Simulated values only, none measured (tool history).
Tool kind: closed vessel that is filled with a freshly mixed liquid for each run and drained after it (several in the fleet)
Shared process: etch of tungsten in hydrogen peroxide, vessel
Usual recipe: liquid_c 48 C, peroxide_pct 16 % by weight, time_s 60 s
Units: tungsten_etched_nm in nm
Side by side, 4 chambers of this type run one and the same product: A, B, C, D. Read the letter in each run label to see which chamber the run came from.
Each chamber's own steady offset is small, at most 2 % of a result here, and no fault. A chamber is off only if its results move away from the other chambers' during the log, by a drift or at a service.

run   hour  liquid_c  peroxide_pct  time_s  hours since the thermometer was replaced  hours since the peroxide flow meter was replaced  hours since the drum of peroxide was connected  read-back film thickness of the tungsten reference wafer, read on the same gauge (nm)  tungsten_etched_nm
 1A    6.3        48            16      60                                      2046                                             441.5                                           661.1                                                                                 60.005              125.56
       7.8  -- chamber A: peroxide flow meter replaced
 2D   11.3        48            16      60                                    1149.9                                             560.3                                             665                                                                                 59.978              123.41
 3B   14.3        48            16      60                                    1496.1                                             479.9                                           347.1                                                                                 60.006              123.06
 4C   17.9        48            16      60                                      84.9                                            1027.3                                             118                                                                                 60.004              122.56
 5B   24.5        48            16      60                                    1506.3                                             490.1                                           357.3                                                                                 59.995              123.64
 6A   29.5        48            16      60                                    2069.2                                              21.7                                           684.3                                                                                 59.977              125.38
 7D   33.5        48            16      60                                    1172.1                                             582.5                                           687.2                                                                                 60.016              124.23
 8C   39.6        48            16      60                                     106.6                                              1049                                           139.7                                                                                 59.989               123.5
 9B     43      38.5            16      75                                    1524.8                                             508.6                                           375.8                                                                                 60.014              84.061
10C   48.6      38.5            16      75                                     115.6                                              1058                                           148.7                                                                                 59.981              85.655
11D   51.7      38.5            16      75                                    1190.3                                             600.7                                           705.4                                                                                 59.993              82.407
12A   57.6      38.5            16      75                                    2097.3                                              49.8                                           712.4                                                                                 59.997              84.247
13C   61.7        48            16      60                                     128.7                                            1071.1                                           161.8                                                                                 60.001              122.04
14D   65.1        48            16      60                                    1203.7                                             614.1                                           718.8                                                                                 59.999              123.29
15A   68.4        48            16      60                                    2108.1                                              60.6                                           723.2                                                                                 59.996               124.8
16B   71.7        48          12.5      60                                    1553.5                                             537.3                                           404.5                                                                                 59.992              111.92
17B   74.9        48          12.5      60                                    1556.7                                             540.5                                           407.7                                                                                 59.986              110.58
18C   79.5        48          12.5      60                                     146.5                                            1088.9                                           179.6                                                                                 60.002              107.76
19A   82.9        48          12.5      60                                    2122.6                                              75.1                                           737.7                                                                                 59.996              110.44
20D   88.8        48            16      60                                    1227.4                                             637.8                                           742.5                                                                                  60.01              122.34
21A   93.9        48            16      60                                    2133.6                                              86.1                                           748.7                                                                                 59.996              126.18
22B  100.4        48          12.5      50                                    1582.2                                               566                                           433.2                                                                                 60.008              91.125
23C  105.5        48          12.5      50                                     172.5                                            1114.9                                           205.6                                                                                 60.001              91.487
24D  110.6        48          12.5      50                                    1249.2                                             659.6                                           764.3                                                                                 60.016              89.253
     116.2  -- chamber B: peroxide flow meter replaced
25A  116.9        48          12.5      50                                    2156.6                                             109.1                                           771.7                                                                                 59.987               92.02
26C    123        48            16      60                                       190                                            1132.4                                           223.1                                                                                 59.995              121.76
27D  128.2        48            16      60                                    1266.8                                             677.2                                           781.9                                                                                 59.994              122.14
28B  132.2        48            13      60                                      1614                                                16                                             465                                                                                 60.016              112.94
29B  138.8        48            13      60                                    1620.6                                              22.6                                           471.6                                                                                 60.024              113.54
30C  145.1        48            13      60                                     212.1                                            1154.5                                           245.2                                                                                 60.007              110.46
31D  149.4        48            13      60                                      1288                                             698.4                                           803.1                                                                                 59.971              108.42
32A  152.5        48            16      60                                    2192.2                                             144.7                                           807.3                                                                                 60.004              126.26
33C  158.1        48            16      60                                     225.1                                            1167.5                                           258.2                                                                                     60              122.63
34A  164.3        48            16      60                                      2204                                             156.5                                           819.1                                                                                 60.001              125.65
35B    169        48            16      60                                    1650.8                                              52.8                                           501.8                                                                                 60.007              125.53
36D    175        48            16      60                                    1313.6                                               724                                           828.7                                                                                 59.998              117.99
37B  181.5        48            16      60                                    1663.3                                              65.3                                           514.3                                                                                  60.02              123.47
38D    187        48            16      60                                    1325.6                                               736                                           840.7                                                                                 59.995              118.59
39C    191        48            16      60                                       258                                            1200.4                                           291.1                                                                                 60.021              122.29

Predict what each chamber gives when all 4 of them run the settings below next.
40A  195.8        48          20.5      60                                                                                                                                                                                                                                                      ?
40B  195.8        48          20.5      60                                                                                                                                                                                                                                                      ?
40C  195.8        48          20.5      60                                                                                                                                                                                                                                                      ?
40D  195.8        48          20.5      60                                                                                                                                                                                                                                                      ?

run  tungsten_etched_nm
40A              142.63
40B              140.76
40C              140.48
40D              133.33

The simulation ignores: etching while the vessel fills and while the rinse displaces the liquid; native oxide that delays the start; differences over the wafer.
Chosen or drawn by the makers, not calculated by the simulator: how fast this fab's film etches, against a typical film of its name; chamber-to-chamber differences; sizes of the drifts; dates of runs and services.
